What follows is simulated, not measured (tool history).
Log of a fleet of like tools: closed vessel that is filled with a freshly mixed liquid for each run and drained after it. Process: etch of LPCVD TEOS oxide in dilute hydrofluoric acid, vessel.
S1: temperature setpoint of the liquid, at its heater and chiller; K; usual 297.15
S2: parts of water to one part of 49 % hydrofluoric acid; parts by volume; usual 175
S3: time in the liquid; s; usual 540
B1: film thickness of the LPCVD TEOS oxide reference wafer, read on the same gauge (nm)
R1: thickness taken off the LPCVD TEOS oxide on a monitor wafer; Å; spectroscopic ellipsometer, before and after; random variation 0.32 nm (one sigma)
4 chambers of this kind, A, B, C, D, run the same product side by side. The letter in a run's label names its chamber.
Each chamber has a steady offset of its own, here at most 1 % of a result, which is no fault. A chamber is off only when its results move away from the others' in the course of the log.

run	day	S1	S2	S3	B1	R1
1C	0.158	297.15	175	540	40.013	516.06
2D	0.292	297.15	175	540	39.993	536.84
3A	0.446	297.15	175	540	39.989	529.2
4B	0.558	297.15	175	540	39.995	530.02
5C	0.671	297.15	175	540	40.013	523.56
6D	0.8	297.15	175	540	39.975	533.95
7A	0.896	297.15	175	540	39.959	527.14
8B	0.996	292.65	240	540	40.013	306.51
9A	1.104	292.65	240	540	40.014	307.37
10D	1.208	292.65	240	540	40.043	308.05
11C	1.396	292.65	240	540	40.002	297.62
12B	1.562	297.15	245	540	40.017	350.04
13D	1.725	297.15	245	540	39.982	349.17
14A	1.829	297.15	245	540	40.003	354.14
15C	2.004	297.15	245	540	40.006	344.97
16B	2.096	297.15	175	540	39.996	529.98
17B	2.271	297.15	175	540	40.008	529.89
18D	2.362	297.15	175	540	39.974	519.76
19A	2.488	297.15	175	540	39.971	518.8
20C	2.654	297.15	175	540	39.985	523.53
# day 2.771: chamber C: thermometer replaced
21C	2.817	297.15	105	270	40.009	477.48
22B	2.942	297.15	105	270	40.002	475.68
23A	3.079	297.15	105	270	40.025	475.39
24D	3.225	297.15	105	270	40.016	453
25A	3.404	297.15	175	540	40.007	524.19
26B	3.525	297.15	175	540	39.968	529.09
27D	3.712	297.15	175	540	39.96	511.32
28C	3.871	297.15	85	540	39.992	1227.2
29A	4.046	297.15	85	540	40.001	1182.4
30D	4.146	297.15	85	540	40.006	1140.2
31C	4.3	297.15	85	540	39.966	1229.7
32B	4.429	297.15	230	310	40.033	219.72
33C	4.525	297.15	230	310	40.026	215.42
34A	4.621	297.15	230	310	40.022	217.78
35B	4.812	297.15	230	310	39.964	217.11
36D	4.971	297.15	175	685	39.993	633.23
37C	5.158	297.15	175	685	39.975	672.01
38A	5.329	297.15	175	685	40.017	671.49
39B	5.517	297.15	175	685	40.012	672.19
40D	5.662	297.15	175	540	40.012	495.26
41B	5.842	297.15	175	540	40.013	527.82
42C	5.992	297.15	175	540	39.985	525.14
43D	6.179	297.15	175	540	39.995	488.33

Next, every chamber runs the same settings. What will each give?
44A	6.321	297.15	175	540		?
44B	6.321	297.15	175	540		?
44C	6.321	297.15	175	540		?
44D	6.321	297.15	175	540		?

run	R1
44A	529.78
44B	525.02
44C	529.08
44D	486.97

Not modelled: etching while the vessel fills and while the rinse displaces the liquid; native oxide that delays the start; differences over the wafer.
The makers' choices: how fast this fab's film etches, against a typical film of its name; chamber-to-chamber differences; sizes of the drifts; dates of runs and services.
